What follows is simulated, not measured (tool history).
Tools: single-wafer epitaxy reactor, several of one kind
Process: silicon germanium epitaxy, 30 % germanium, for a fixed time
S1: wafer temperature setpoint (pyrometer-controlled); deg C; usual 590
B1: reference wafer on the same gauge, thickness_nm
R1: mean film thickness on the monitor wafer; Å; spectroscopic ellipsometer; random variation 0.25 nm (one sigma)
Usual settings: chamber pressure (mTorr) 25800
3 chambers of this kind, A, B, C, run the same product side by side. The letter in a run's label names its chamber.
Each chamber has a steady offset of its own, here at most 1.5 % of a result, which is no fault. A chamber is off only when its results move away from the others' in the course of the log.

{"run": "1A", "hour": 4.1, "S1": 590, "chamber pressure (mTorr)": 25800, "B1": 51.164, "R1": 548.8}
{"run": "2B", "hour": 7.0, "S1": 590, "chamber pressure (mTorr)": 25800, "B1": 51.219, "R1": 538.61}
{"run": "3C", "hour": 11.1, "S1": 590, "chamber pressure (mTorr)": 25800, "B1": 51.285, "R1": 552.25}
{"run": "4B", "hour": 15.1, "S1": 590, "chamber pressure (mTorr)": 25800, "B1": 51.205, "R1": 542.14}
{"run": "5C", "hour": 17.6, "S1": 590, "chamber pressure (mTorr)": 25800, "B1": 51.213, "R1": 548.63}
{"run": "6A", "hour": 21.8, "S1": 590, "chamber pressure (mTorr)": 25800, "B1": 51.196, "R1": 543.57}
{"run": "7A", "hour": 25.1, "S1": 590, "chamber pressure (mTorr)": 25800, "B1": 51.199, "R1": 546.59}
{"run": "8B", "hour": 30.1, "S1": 590, "chamber pressure (mTorr)": 25800, "B1": 51.258, "R1": 535.53}
{"run": "9C", "hour": 33.0, "S1": 590, "chamber pressure (mTorr)": 25800, "B1": 51.184, "R1": 551.75}
{"run": "10A", "hour": 37.4, "S1": 590, "chamber pressure (mTorr)": 25800, "B1": 51.182, "R1": 545.02}
{"run": "11B", "hour": 41.3, "S1": 590, "chamber pressure (mTorr)": 25800, "B1": 51.22, "R1": 538.89}
{"run": "12C", "hour": 43.9, "S1": 590, "chamber pressure (mTorr)": 25800, "B1": 51.167, "R1": 552.69}
{"run": "13B", "hour": 46.5, "S1": 590, "chamber pressure (mTorr)": 25800, "B1": 51.176, "R1": 546.64}
{"run": "14A", "hour": 49.2, "S1": 590, "chamber pressure (mTorr)": 25800, "B1": 51.227, "R1": 546.71}
{"run": "15C", "hour": 53.4, "S1": 590, "chamber pressure (mTorr)": 25800, "B1": 51.178, "R1": 553.94}
{"run": "16C", "hour": 58.2, "S1": 590, "chamber pressure (mTorr)": 25800, "B1": 51.173, "R1": 550.93}
{"hour": 61.7, "done": "chamber B: capacitance manometer re-zeroed and calibrated"}
{"run": "17B", "hour": 61.9, "S1": 590, "chamber pressure (mTorr)": 25800, "B1": 51.15, "R1": 540.8}
{"run": "18A", "hour": 65.0, "S1": 581, "chamber pressure (mTorr)": 25800, "B1": 51.269, "R1": 457.28}
{"run": "19B", "hour": 70.1, "S1": 581, "chamber pressure (mTorr)": 25800, "B1": 51.154, "R1": 455.99}
{"run": "20A", "hour": 75.0, "S1": 581, "chamber pressure (mTorr)": 25800, "B1": 51.213, "R1": 458.56}
{"run": "21C", "hour": 78.8, "S1": 590, "chamber pressure (mTorr)": 25800, "B1": 51.222, "R1": 548.16}
{"run": "22C", "hour": 82.4, "S1": 590, "chamber pressure (mTorr)": 25800, "B1": 51.179, "R1": 551.97}
{"run": "23A", "hour": 86.8, "S1": 590, "chamber pressure (mTorr)": 25800, "B1": 51.172, "R1": 548.92}
{"run": "24B", "hour": 92.1, "S1": 590, "chamber pressure (mTorr)": 25800, "B1": 51.182, "R1": 535.92}
{"run": "25B", "hour": 96.3, "S1": 590, "chamber pressure (mTorr)": 25800, "B1": 51.247, "R1": 538.11}
{"run": "26A", "hour": 99.5, "S1": 590, "chamber pressure (mTorr)": 25800, "B1": 51.144, "R1": 550.59}
{"run": "27C", "hour": 103.5, "S1": 590, "chamber pressure (mTorr)": 25800, "B1": 51.142, "R1": 549.35}
{"run": "28C", "hour": 106.7, "S1": 590, "chamber pressure (mTorr)": 25800, "B1": 51.228, "R1": 550.72}

Next, every chamber runs the same settings. What will each give?
{"run": "29A", "hour": 110.6, "S1": 590, "chamber pressure (mTorr)": 21700, "R1": "?"}
{"run": "29B", "hour": 110.6, "S1": 590, "chamber pressure (mTorr)": 21700, "R1": "?"}
{"run": "29C", "hour": 110.6, "S1": 590, "chamber pressure (mTorr)": 21700, "R1": "?"}

run=29A R1=514.54
run=29B R1=505.81
run=29C R1=513.17
